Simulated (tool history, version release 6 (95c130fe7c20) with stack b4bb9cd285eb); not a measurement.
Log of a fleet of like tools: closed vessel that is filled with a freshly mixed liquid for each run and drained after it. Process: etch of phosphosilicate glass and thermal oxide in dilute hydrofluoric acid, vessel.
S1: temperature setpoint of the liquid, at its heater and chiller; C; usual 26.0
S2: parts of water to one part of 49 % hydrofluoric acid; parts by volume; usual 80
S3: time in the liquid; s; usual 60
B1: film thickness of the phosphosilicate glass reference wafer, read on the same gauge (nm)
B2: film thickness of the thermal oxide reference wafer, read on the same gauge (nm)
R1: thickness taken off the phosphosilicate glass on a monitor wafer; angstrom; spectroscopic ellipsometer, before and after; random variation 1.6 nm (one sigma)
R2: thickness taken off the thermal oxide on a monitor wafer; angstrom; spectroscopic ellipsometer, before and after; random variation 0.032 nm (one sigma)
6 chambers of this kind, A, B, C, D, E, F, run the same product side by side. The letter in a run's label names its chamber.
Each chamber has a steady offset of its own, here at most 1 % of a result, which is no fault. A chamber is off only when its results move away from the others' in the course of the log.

run	day	S1	S2	S3	B1	B2	R1	R2
1E	0.267	26.0	80	60	59.988	90.014	1679.5	37.428
2C	0.529	26.0	80	60	60.000	89.989	1691.4	37.216
3A	0.758	26.0	80	60	59.992	89.999	1681.9	37.210
4F	0.983	26.0	80	60	59.993	90.014	1673.7	37.469
5B	1.225	26.0	80	60	60.020	89.992	1657.8	37.307
6D	1.404	26.0	80	60	59.982	90.005	1635.0	37.008
7A	1.621	21.0	80	60	60.003	90.010	1355.8	30.827
8D	1.892	21.0	80	60	59.976	90.026	1364.6	30.439
9B	2.204	21.0	80	60	60.017	89.989	1364.7	30.822
10E	2.362	21.0	80	60	59.982	89.982	1369.5	30.408
11F	2.529	21.0	80	60	60.002	89.999	1358.6	30.835
12C	2.750	21.0	80	60	59.993	90.002	1388.9	30.033
13B	2.917	26.0	100	60	59.998	90.011	1295.6	29.310
14F	3.171	26.0	100	60	59.994	89.985	1307.6	29.179
15A	3.379	26.0	100	60	59.984	89.993	1301.8	29.282
16D	3.525	26.0	100	60	60.010	90.003	1307.0	29.339
# day 3.675: chamber D: hydrofluoric acid flow meter replaced
17E	3.804	26.0	100	60	60.017	89.996	1282.7	28.865
18C	4.058	26.0	100	60	60.009	89.993	1301.3	28.889
19F	4.200	26.0	80	60	59.978	90.003	1670.8	36.647
20E	4.338	26.0	50	85	59.979	90.002	3831.2	87.724
21B	4.529	26.0	50	85	59.991	89.992	3865.9	87.852
22A	4.792	26.0	50	85	60.013	89.979	4017.5	90.375
23D	4.958	26.0	50	85	60.020	90.013	3922.3	87.357
24C	5.104	26.0	50	85	60.000	90.030	3950.2	85.763
25C	5.379	26.0	50	85	59.998	90.008	3941.5	87.163
26F	5.558	26.0	80	60	60.010	90.020	1661.2	37.589
27E	5.758	26.0	80	60	59.994	90.019	1666.5	37.449
28D	5.946	26.0	80	60	60.023	89.989	1659.7	37.045
29B	6.196	30.5	80	90	60.016	90.002	2972.1	67.106
30A	6.504	30.5	80	90	59.997	90.010	2980.9	67.149
31A	6.688	30.5	80	90	59.995	89.991	2966.3	67.696
32C	6.946	30.5	80	90	59.980	89.999	3009.2	66.227
33E	7.242	30.5	80	90	59.998	90.005	2907.4	66.762
34F	7.429	30.5	80	90	59.985	90.013	2987.8	66.732
35D	7.617	26.0	80	60	59.985	89.997	1659.3	37.643
36B	7.879	26.0	80	60	59.989	90.001	1659.8	37.511
37A	8.092	26.0	80	40	59.989	89.993	1120.7	25.142
38F	8.308	26.0	80	40	59.990	89.998	1123.7	24.662
39D	8.571	26.0	80	40	60.018	90.005	1096.9	24.639
40E	8.733	26.0	80	40	60.003	89.992	1114.2	24.779
41B	8.946	26.0	80	40	59.995	90.018	1125.9	24.871
42C	9.200	26.0	80	40	59.992	89.978	1112.6	24.733

What goes on in this fleet: one chamber off, a drifting gauge, or nothing beyond the chambers' own small offsets? Name the chamber and the cause, if any.

No chamber stands off beyond its own small offset, and the gauge holds steady.
